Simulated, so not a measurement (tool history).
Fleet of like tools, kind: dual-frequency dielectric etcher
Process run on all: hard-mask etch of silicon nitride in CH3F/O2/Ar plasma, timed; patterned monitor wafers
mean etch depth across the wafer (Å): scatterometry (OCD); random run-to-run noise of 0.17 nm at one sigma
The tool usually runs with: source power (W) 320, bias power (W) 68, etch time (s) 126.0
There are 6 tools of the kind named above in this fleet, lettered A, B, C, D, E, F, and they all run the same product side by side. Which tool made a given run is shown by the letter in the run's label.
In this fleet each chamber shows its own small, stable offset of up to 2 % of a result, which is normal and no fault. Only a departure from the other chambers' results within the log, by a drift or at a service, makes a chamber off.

| run | hour | source power (W) | bias power (W) | etch time (s) | read-back reference wafer on the same gauge, depth_nm | mean etch depth across the wafer (Å) |
|---|---|---|---|---|---|---|
| 1A | 6.8 | 320 | 68 | 126.0 | 91.723 | 793.78 |
|  | 16.6 | chamber A: wet clean of the chamber |
|  | 19.7 | chamber C: wet clean of the chamber |
| 2D | 21.0 | 320 | 68 | 126.0 | 91.694 | 797.92 |
| 3F | 33.9 | 320 | 68 | 126.0 | 91.719 | 795.20 |
| 4C | 44.4 | 320 | 68 | 126.0 | 91.704 | 792.66 |
| 5E | 53.5 | 320 | 68 | 126.0 | 91.691 | 790.09 |
| 6B | 62.1 | 290 | 68 | 126.0 | 91.698 | 750.27 |
| 7D | 75.0 | 290 | 68 | 126.0 | 91.693 | 769.12 |
| 8C | 87.1 | 290 | 68 | 126.0 | 91.734 | 764.47 |
| 9E | 100.4 | 290 | 68 | 126.0 | 91.703 | 755.68 |
| 10B | 115.6 | 290 | 68 | 126.0 | 91.684 | 752.65 |
| 11A | 130.9 | 290 | 68 | 126.0 | 91.681 | 767.81 |
| 12F | 139.3 | 320 | 68 | 126.0 | 91.715 | 791.83 |
| 13D | 152.4 | 320 | 73 | 162.5 | 91.719 | 1055.40 |
| 14F | 159.4 | 320 | 73 | 162.5 | 91.674 | 1052.90 |
| 15E | 168.6 | 320 | 73 | 162.5 | 91.695 | 1041.90 |
| 16B | 176.5 | 320 | 73 | 162.5 | 91.682 | 1033.10 |
| 17A | 189.5 | 320 | 73 | 162.5 | 91.677 | 1051.20 |
| 18C | 203.3 | 320 | 73 | 162.5 | 91.712 | 1049.20 |
| 19D | 218.5 | 320 | 62 | 126.0 | 91.689 | 776.15 |
| 20F | 226.3 | 320 | 62 | 126.0 | 91.683 | 769.52 |
| 21C | 233.7 | 320 | 62 | 126.0 | 91.703 | 764.18 |
| 22E | 241.2 | 320 | 62 | 126.0 | 91.712 | 761.73 |
| 23A | 252.6 | 320 | 62 | 126.0 | 91.763 | 772.19 |
|  | 257.9 | chamber E: wet clean of the chamber |
| 24B | 266.7 | 320 | 62 | 126.0 | 91.696 | 754.86 |
| 25E | 274.1 | 320 | 68 | 103.0 | 91.713 | 645.31 |
|  | 281.7 | chamber F: source power generator calibrated |
| 26D | 282.2 | 320 | 68 | 103.0 | 91.716 | 655.53 |
| 27B | 292.8 | 320 | 68 | 103.0 | 91.696 | 641.99 |
| 28F | 302.1 | 320 | 68 | 103.0 | 91.700 | 647.14 |
| 29A | 314.6 | 320 | 68 | 103.0 | 91.651 | 648.41 |
| 30C | 321.6 | 320 | 68 | 103.0 | 91.651 | 647.84 |
| 31E | 334.0 | 320 | 68 | 126.0 | 91.648 | 787.28 |
| 32C | 343.7 | 320 | 68 | 126.0 | 91.716 | 794.62 |
| 33A | 353.7 | 320 | 68 | 126.0 | 91.736 | 792.38 |
| 34D | 361.1 | 320 | 68 | 126.0 | 91.657 | 810.44 |
| 35F | 367.9 | 320 | 68 | 126.0 | 91.715 | 790.87 |
| 36B | 377.7 | 320 | 68 | 126.0 | 91.678 | 781.88 |
| 37D | 387.3 | 320 | 68 | 126.0 | 91.722 | 809.98 |
| 38A | 395.2 | 320 | 68 | 126.0 | 91.739 | 796.74 |
| 39C | 406.2 | 320 | 68 | 126.0 | 91.661 | 790.66 |
| 40B | 414.1 | 320 | 68 | 126.0 | 91.771 | 779.32 |

All chambers now run identical settings, listed one chamber a line with results as question marks. What results will each chamber show?
| 41A | 425.3 | 320 | 68 | 126.0 |  | ? |
| 41B | 425.3 | 320 | 68 | 126.0 |  | ? |
| 41C | 425.3 | 320 | 68 | 126.0 |  | ? |
| 41D | 425.3 | 320 | 68 | 126.0 |  | ? |
| 41E | 425.3 | 320 | 68 | 126.0 |  | ? |
| 41F | 425.3 | 320 | 68 | 126.0 |  | ? |

| run | mean etch depth across the wafer (Å) |
|---|---|
| 41A | 796.04 |
| 41B | 778.62 |
| 41C | 790.55 |
| 41D | 816.54 |
| 41E | 784.59 |
| 41F | 790.45 |
